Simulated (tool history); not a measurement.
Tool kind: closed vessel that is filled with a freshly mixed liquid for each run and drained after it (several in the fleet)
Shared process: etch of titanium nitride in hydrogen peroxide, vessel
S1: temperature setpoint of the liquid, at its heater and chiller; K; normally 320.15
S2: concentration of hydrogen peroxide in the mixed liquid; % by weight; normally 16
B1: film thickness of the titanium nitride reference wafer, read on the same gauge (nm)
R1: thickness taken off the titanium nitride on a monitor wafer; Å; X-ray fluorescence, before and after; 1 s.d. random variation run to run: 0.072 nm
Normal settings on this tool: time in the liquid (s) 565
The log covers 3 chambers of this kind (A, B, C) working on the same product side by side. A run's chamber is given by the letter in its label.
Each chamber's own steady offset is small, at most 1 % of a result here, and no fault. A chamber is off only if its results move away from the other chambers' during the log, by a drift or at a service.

Run 1A, hour 3.3: usual settings; B1 40.012. Result: R1 133.98 Å.
Run 2B, hour 8.2: usual settings; B1 40.025. Result: R1 132.18 Å.
Run 3C, hour 11.3: usual settings; B1 40.026. Result: R1 134.57 Å.
Run 4A, hour 17.3: usual settings; B1 39.997. Result: R1 133.47 Å.
Run 5C, hour 23.3: usual settings; B1 39.988. Result: R1 134.57 Å.
Run 6B, hour 27.1: usual settings; B1 39.98. Result: R1 132.39 Å.
Run 7A, hour 32.3: usual settings; B1 39.971. Result: R1 134.99 Å.
Run 8C, hour 36.7: usual settings but S2 18 % by weight; B1 40.033. Result: R1 138.33 Å.
Run 9B, hour 40.6: usual settings but S2 18 % by weight; B1 40.011. Result: R1 136.44 Å.
Run 10A, hour 46.9: usual settings but S2 18 % by weight; B1 40.012. Result: R1 136.78 Å.
Run 11B, hour 53.5: usual settings; B1 39.973. Result: R1 131.9 Å.
Run 12C, hour 57.4: usual settings; B1 40.001. Result: R1 135.25 Å.
Run 13B, hour 62.3: usual settings; B1 39.984. Result: R1 131.3 Å.
Run 14A, hour 67: usual settings; B1 40.023. Result: R1 133.77 Å.
Run 15C, hour 73.8: usual settings; B1 40.003. Result: R1 134.19 Å.
Run 16B, hour 80.4: usual settings but S1 316.15 K; B1 40.009. Result: R1 95.976 Å.
Run 17C, hour 85: usual settings but S1 316.15 K; B1 40.004. Result: R1 100.03 Å.
Run 18A, hour 91.6: usual settings but S1 316.15 K; B1 39.986. Result: R1 98.214 Å.
Run 19A, hour 95.1: usual settings; B1 40.025. Result: R1 134.83 Å.
Run 20C, hour 98.1: usual settings; B1 40.007. Result: R1 134.26 Å.
Run 21B, hour 101.8: usual settings; B1 39.962. Result: R1 128.73 Å.
Run 22B, hour 106.5: usual settings but time in the liquid (s) 340; B1 39.972. Result: R1 78.124 Å.
Run 23A, hour 111.4: usual settings but time in the liquid (s) 340; B1 40.006. Result: R1 80.601 Å.
Run 24C, hour 116: usual settings but time in the liquid (s) 340; B1 39.971. Result: R1 80.757 Å.
Run 25B, hour 120.9: usual settings; B1 39.974. Result: R1 128.12 Å.
Run 26A, hour 127.3: usual settings; B1 40.023. Result: R1 133.92 Å.
Run 27C, hour 132.5: usual settings; B1 39.999. Result: R1 135.02 Å.
Run 28A, hour 138.5: usual settings; B1 40.05. Result: R1 133.78 Å.
Run 29B, hour 145.1: usual settings; B1 40.018. Result: R1 127.18 Å.
Run 30C, hour 151.6: usual settings; B1 39.952. Result: R1 134.07 Å.
Run 31C, hour 155.3: usual settings; B1 39.978. Result: R1 133.2 Å.
Run 32A, hour 159.9: usual settings; B1 40.014. Result: R1 134.43 Å.

The same settings go to every chamber for the next run, one line per chamber below. Forecast the results for each:
Run 33A, hour 164.8: usual settings. Result: R1 ?.
Run 33B, hour 164.8: usual settings. Result: R1 ?.
Run 33C, hour 164.8: usual settings. Result: R1 ?.

run      R1
33A  134.74
33B  123.58
33C   133.6
